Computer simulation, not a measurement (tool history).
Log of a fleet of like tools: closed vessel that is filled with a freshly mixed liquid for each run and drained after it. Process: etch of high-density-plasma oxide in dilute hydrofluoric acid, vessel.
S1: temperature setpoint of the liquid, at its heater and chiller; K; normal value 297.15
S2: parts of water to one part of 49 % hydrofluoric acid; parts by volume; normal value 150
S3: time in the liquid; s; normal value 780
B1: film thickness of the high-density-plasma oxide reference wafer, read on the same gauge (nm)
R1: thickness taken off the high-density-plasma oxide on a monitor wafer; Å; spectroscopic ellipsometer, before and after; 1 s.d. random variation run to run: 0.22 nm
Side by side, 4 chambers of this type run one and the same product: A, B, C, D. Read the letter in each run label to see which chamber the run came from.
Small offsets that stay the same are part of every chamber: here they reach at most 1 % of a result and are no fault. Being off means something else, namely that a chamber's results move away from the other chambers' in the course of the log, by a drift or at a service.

run 1D hour=9.1 | S1=297.15 S2=150 S3=780 | B1=79.997 | R1=313.34
run 2C hour=14.1 | S1=297.15 S2=150 S3=780 | B1=80.003 | R1=312.35
run 3B hour=24.1 | S1=297.15 S2=150 S3=780 | B1=79.997 | R1=313.36
run 4A hour=30.2 | S1=297.15 S2=150 S3=780 | B1=79.995 | R1=317.96
run 5C hour=38.5 | S1=297.15 S2=150 S3=780 | B1=79.991 | R1=313.29
run 6B hour=46.8 | S1=297.15 S2=150 S3=780 | B1=79.983 | R1=316.03
run 7D hour=53 | S1=297.15 S2=150 S3=780 | B1=79.989 | R1=315.87
run 8A hour=60.4 | S1=297.15 S2=150 S3=780 | B1=80.005 | R1=317.33
run 9B hour=68.2 | S1=297.15 S2=150 S3=780 | B1=79.987 | R1=317.09
-- hour=73.7 chamber B: hydrofluoric acid flow meter replaced
run 10A hour=78.9 | S1=297.15 S2=200 S3=780 | B1=80.009 | R1=222.99
run 11C hour=86.3 | S1=297.15 S2=200 S3=780 | B1=80.007 | R1=224.08
run 12D hour=91.2 | S1=297.15 S2=200 S3=780 | B1=80.002 | R1=223.18
run 13B hour=101.2 | S1=297.15 S2=200 S3=780 | B1=79.995 | R1=222.45
run 14D hour=108.1 | S1=297.15 S2=150 S3=780 | B1=80.007 | R1=318
run 15C hour=115.5 | S1=297.15 S2=150 S3=780 | B1=79.982 | R1=313.77
run 16A hour=120.8 | S1=297.15 S2=150 S3=780 | B1=80.003 | R1=319.01
run 17B hour=129.5 | S1=297.15 S2=150 S3=780 | B1=80.019 | R1=309.77
run 18A hour=140.7 | S1=297.15 S2=150 S3=780 | B1=79.988 | R1=314.53
run 19D hour=148.2 | S1=297.15 S2=150 S3=640 | B1=80.006 | R1=260.35
run 20C hour=158.9 | S1=297.15 S2=150 S3=640 | B1=80.03 | R1=252.69
run 21C hour=165.8 | S1=297.15 S2=150 S3=640 | B1=80.001 | R1=259.15
run 22D hour=170.8 | S1=297.15 S2=150 S3=640 | B1=80.003 | R1=257.05
run 23A hour=181.5 | S1=297.15 S2=150 S3=780 | B1=80.01 | R1=317.54
run 24B hour=188.5 | S1=297.15 S2=150 S3=780 | B1=79.973 | R1=302.93
run 25C hour=196.6 | S1=297.15 S2=150 S3=780 | B1=80.001 | R1=308.32
run 26A hour=204.3 | S1=297.15 S2=150 S3=780 | B1=79.975 | R1=317.12
run 27D hour=214.2 | S1=297.15 S2=150 S3=350 | B1=80.008 | R1=140.18
run 28B hour=221.8 | S1=297.15 S2=150 S3=350 | B1=79.993 | R1=133.59
run 29B hour=232.4 | S1=297.15 S2=150 S3=350 | B1=80.016 | R1=135.02
run 30A hour=239.5 | S1=297.15 S2=150 S3=350 | B1=80.012 | R1=142.64
run 31D hour=247.6 | S1=297.15 S2=150 S3=780 | B1=80.006 | R1=316.18
run 32C hour=257 | S1=297.15 S2=150 S3=780 | B1=80.001 | R1=313.69
run 33C hour=262.1 | S1=297.15 S2=150 S3=780 | B1=79.999 | R1=312.22
run 34B hour=269.4 | S1=300.65 S2=150 S3=780 | B1=79.997 | R1=338.09

Read the log: is a single chamber off, either drifting away or since a service, is the gauge that measures every chamber drifting, or is nothing wrong beyond small per-chamber offsets? Name any odd chamber and what most likely caused it.

It is chamber B that slowly wanders off from its peers.
Cause: liquid colder than its thermometer reads (K) = 1.87.

Chamber B could run next with any of the 4 candidate recipes listed below; each alters the usual settings, and their results appear as question marks. Which one brings its results back in line with what the other chambers deliver on the usual settings?
In-line tolerance around the mean of the other chambers on the usual settings: R1 7.6 Å
run 35B-1 hour=277.5 | S1=297.15 S2=155 S3=780 | R1=?
run 35B-2 hour=277.5 | S1=297.15 S2=155 S3=750 | R1=?
run 35B-3 hour=277.5 | S1=297.15 S2=150 S3=795 | R1=?
run 35B-4 hour=277.5 | S1=297.15 S2=145 S3=810 | R1=?

Mean of the other chambers on the usual settings: R1 314.98 Å
run=35B-1 R1=283.94
run=35B-2 R1=273.02
run=35B-3 R1=300.59
run=35B-4 R1=318.47
Change 35B-4 lands the chamber within the allowed miss of the other chambers.
